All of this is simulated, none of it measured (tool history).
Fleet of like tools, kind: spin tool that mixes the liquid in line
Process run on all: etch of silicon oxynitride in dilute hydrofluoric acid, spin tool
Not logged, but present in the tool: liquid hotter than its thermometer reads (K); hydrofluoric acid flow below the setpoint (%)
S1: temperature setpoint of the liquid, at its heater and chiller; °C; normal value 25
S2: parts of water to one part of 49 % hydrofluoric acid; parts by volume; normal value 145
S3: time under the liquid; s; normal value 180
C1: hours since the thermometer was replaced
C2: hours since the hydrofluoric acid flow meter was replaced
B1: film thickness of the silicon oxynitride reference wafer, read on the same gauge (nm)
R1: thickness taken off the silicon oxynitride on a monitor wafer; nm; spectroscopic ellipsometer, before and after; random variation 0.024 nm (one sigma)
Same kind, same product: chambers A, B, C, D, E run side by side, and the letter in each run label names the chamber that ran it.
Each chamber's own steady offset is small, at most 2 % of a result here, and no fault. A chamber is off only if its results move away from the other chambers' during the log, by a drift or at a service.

Run 1A, hour 3.9: usual settings; C1 1226.7; C2 621.8; B1 99.969. Result: R1 3.6417 nm.
Run 2D, hour 8: usual settings; C1 304.6; C2 318.3; B1 99.997. Result: R1 3.5852 nm.
Run 3E, hour 12: usual settings; C1 162.5; C2 54.6; B1 99.958. Result: R1 3.5332 nm.
Run 4B, hour 15.3: usual settings; C1 744.2; C2 254.3; B1 99.979. Result: R1 3.5886 nm.
Run 5C, hour 20.2: usual settings; C1 1339.3; C2 1048.5; B1 99.991. Result: R1 3.5521 nm.
At hour 22.5: chamber C: thermometer replaced.
Run 6A, hour 26: usual settings; C1 1248.8; C2 643.9; B1 100.01. Result: R1 3.6148 nm.
Run 7D, hour 30.4: usual settings but S2 205 parts by volume, S3 75 s; C1 327; C2 340.7; B1 100.01. Result: R1 0.99376 nm.
Run 8E, hour 34.7: usual settings but S2 205 parts by volume, S3 75 s; C1 185.2; C2 77.3; B1 99.998. Result: R1 0.98247 nm.
Run 9C, hour 41.3: usual settings but S2 205 parts by volume, S3 75 s; C1 18.9; C2 1069.6; B1 100.01. Result: R1 1.0111 nm.
Run 10B, hour 48.1: usual settings but S2 205 parts by volume, S3 75 s; C1 777; C2 287.1; B1 99.959. Result: R1 0.99694 nm.
Run 11A, hour 51.7: usual settings but S2 205 parts by volume, S3 75 s; C1 1274.5; C2 669.6; B1 100.02. Result: R1 1.0122 nm.
Run 12E, hour 56.9: usual settings; C1 207.4; C2 99.5; B1 100.01. Result: R1 3.5454 nm.
Run 13D, hour 62.5: usual settings but S2 200 parts by volume; C1 359.1; C2 372.8; B1 100.05. Result: R1 2.4729 nm.
Run 14B, hour 66.2: usual settings but S2 200 parts by volume; C1 795.1; C2 305.2; B1 99.974. Result: R1 2.5068 nm.
Run 15C, hour 71.8: usual settings but S2 200 parts by volume; C1 49.4; C2 1100.1; B1 100.03. Result: R1 2.469 nm.
Run 16D, hour 75.9: usual settings but S2 200 parts by volume; C1 372.5; C2 386.2; B1 100.02. Result: R1 2.4985 nm.
Run 17A, hour 80: usual settings but S2 200 parts by volume; C1 1302.8; C2 697.9; B1 100.04. Result: R1 2.5162 nm.
Run 18B, hour 85.1: usual settings; C1 814; C2 324.1; B1 100.04. Result: R1 3.5765 nm.
Run 19C, hour 89.3: usual settings; C1 66.9; C2 1117.6; B1 99.942. Result: R1 3.5935 nm.
Run 20E, hour 94.9: usual settings; C1 245.4; C2 137.5; B1 100.01. Result: R1 3.5501 nm.
Run 21C, hour 100.2: usual settings; C1 77.8; C2 1128.5; B1 99.991. Result: R1 3.5662 nm.
Run 22E, hour 104.8: usual settings; C1 255.3; C2 147.4; B1 99.971. Result: R1 3.5283 nm.
Run 23B, hour 109.4: usual settings; C1 838.3; C2 348.4; B1 99.989. Result: R1 3.5629 nm.
Run 24D, hour 114.1: usual settings; C1 410.7; C2 424.4; B1 100.03. Result: R1 3.5478 nm.
Run 25A, hour 117.2: usual settings; C1 1340; C2 735.1; B1 100.01. Result: R1 3.5759 nm.
Run 26A, hour 120.7: usual settings but S1 21 °C; C1 1343.5; C2 738.6; B1 99.986. Result: R1 3.0162 nm.
Run 27E, hour 124.6: usual settings but S1 21 °C; C1 275.1; C2 167.2; B1 100.02. Result: R1 2.9431 nm.
Run 28B, hour 128.2: usual settings but S1 21 °C; C1 857.1; C2 367.2; B1 99.986. Result: R1 2.9694 nm.
Run 29C, hour 131.3: usual settings but S1 21 °C; C1 108.9; C2 1159.6; B1 100.01. Result: R1 3.0053 nm.
Run 30D, hour 137.9: usual settings but S1 21 °C; C1 434.5; C2 448.2; B1 100.03. Result: R1 2.9712 nm.

Next, every chamber runs the same settings. What will each give?
Run 31A, hour 142.9: usual settings but S1 20 °C. Result: R1 ?.
Run 31B, hour 142.9: usual settings but S1 20 °C. Result: R1 ?.
Run 31C, hour 142.9: usual settings but S1 20 °C. Result: R1 ?.
Run 31D, hour 142.9: usual settings but S1 20 °C. Result: R1 ?.
Run 31E, hour 142.9: usual settings but S1 20 °C. Result: R1 ?.

run      R1
31A  2.8898
31B  2.8461
31C  2.8207
31D  2.8429
31E  2.8167

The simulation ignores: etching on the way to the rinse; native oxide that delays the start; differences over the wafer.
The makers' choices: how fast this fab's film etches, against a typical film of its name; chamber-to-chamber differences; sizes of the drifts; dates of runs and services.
